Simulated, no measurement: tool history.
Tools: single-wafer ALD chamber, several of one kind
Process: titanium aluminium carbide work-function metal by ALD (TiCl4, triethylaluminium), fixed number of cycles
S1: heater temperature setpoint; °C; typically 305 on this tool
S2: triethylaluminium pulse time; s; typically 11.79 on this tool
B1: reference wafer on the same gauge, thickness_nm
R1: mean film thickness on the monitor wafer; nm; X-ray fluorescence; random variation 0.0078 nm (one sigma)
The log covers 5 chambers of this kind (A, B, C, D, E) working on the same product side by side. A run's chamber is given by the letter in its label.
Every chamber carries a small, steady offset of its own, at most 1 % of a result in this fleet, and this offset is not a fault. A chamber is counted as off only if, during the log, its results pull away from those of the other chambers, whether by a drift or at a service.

run     day   S1     S2      B1      R1
 1A   0.238  305  11.79  2.1917  2.0652
 2C   0.708  305  11.79  2.1907  2.0863
      0.821  -- chamber A: triethylaluminium bottle replaced
 3B   1.004  305  11.79  2.1924  2.0587
 4D   1.375  305  11.79  2.1888  2.0557
 5E   1.817  305  11.79  2.1901  2.0756
 6B    2.05  305  11.79  2.1911  2.0652
 7A   2.442  305  11.79  2.1908  2.0798
 8C   2.688  305  11.79   2.191  2.0723
 9D   3.146  305   15.7  2.1892   2.094
10E   3.554  305   15.7    2.19  2.1111
11A   3.858  305   15.7  2.1917  2.0987
12D   4.242  305   15.7  2.1904  2.0888
13B    4.55  305   15.7  2.1884  2.0752
14C   5.033  305  11.79  2.1903  2.0744
15E   5.525  305  11.79  2.1894  2.0753
16D    5.85  315  14.18  2.1927  2.1786
      6.146  -- chamber B: thermocouple changed; heater temperature recalibrated
17C   6.146  315  14.18  2.1896  2.1954
18E   6.542  315  14.18  2.1904  2.1788
19A   7.025  315  14.18  2.1895  2.1955
20B   7.417  315  14.18  2.1907  2.1541
21E   7.842  305  11.79  2.1922  2.0742
22B   8.296  305  11.79  2.1904  2.0121
23C   8.633  305  11.79  2.1925  2.0749
24D   9.033  305  11.79  2.1909  2.0738
25A   9.508  305  11.79  2.1898  2.0647
26A   9.917  305  11.79  2.1905  2.0679
27D  10.304  305  11.79  2.1916  2.0773
28E  10.546  305  11.79  2.1899  2.0885
29B  10.796  305  11.79  2.1903  1.9677
30C   11.25  305  11.79  2.1915  2.0631

Is one chamber off against the others, does the gauge drift, or is nothing wrong? If a chamber is off, say which, and what the likeliest cause is.

Little by little, chamber B moves away from the other chambers.
Likeliest cause: triethylaluminium dose below that of a fresh bottle (%) = 33.8.

Here are 4 candidates for chamber B's next run, each the usual settings with a change, their results left as question marks. Which one brings its results back in line with what the others give on the usual settings?
Allowed miss from the other chambers' usual-settings mean, per result, to count as in line: R1 0.027 nm
31B-1  11.608  299  11.79       ?
31B-2  11.608  301  10.09       ?
31B-3  11.608  305  17.68       ?
31B-4  11.608  308  12.77       ?

Other chambers, usual settings, mean: R1 2.0711 nm
  run      R1
31B-1  1.9111
31B-2  1.8625
31B-3  2.0656
31B-4  2.0154
The answer is 31B-3, which returns the chamber to within the allowed miss of the others.
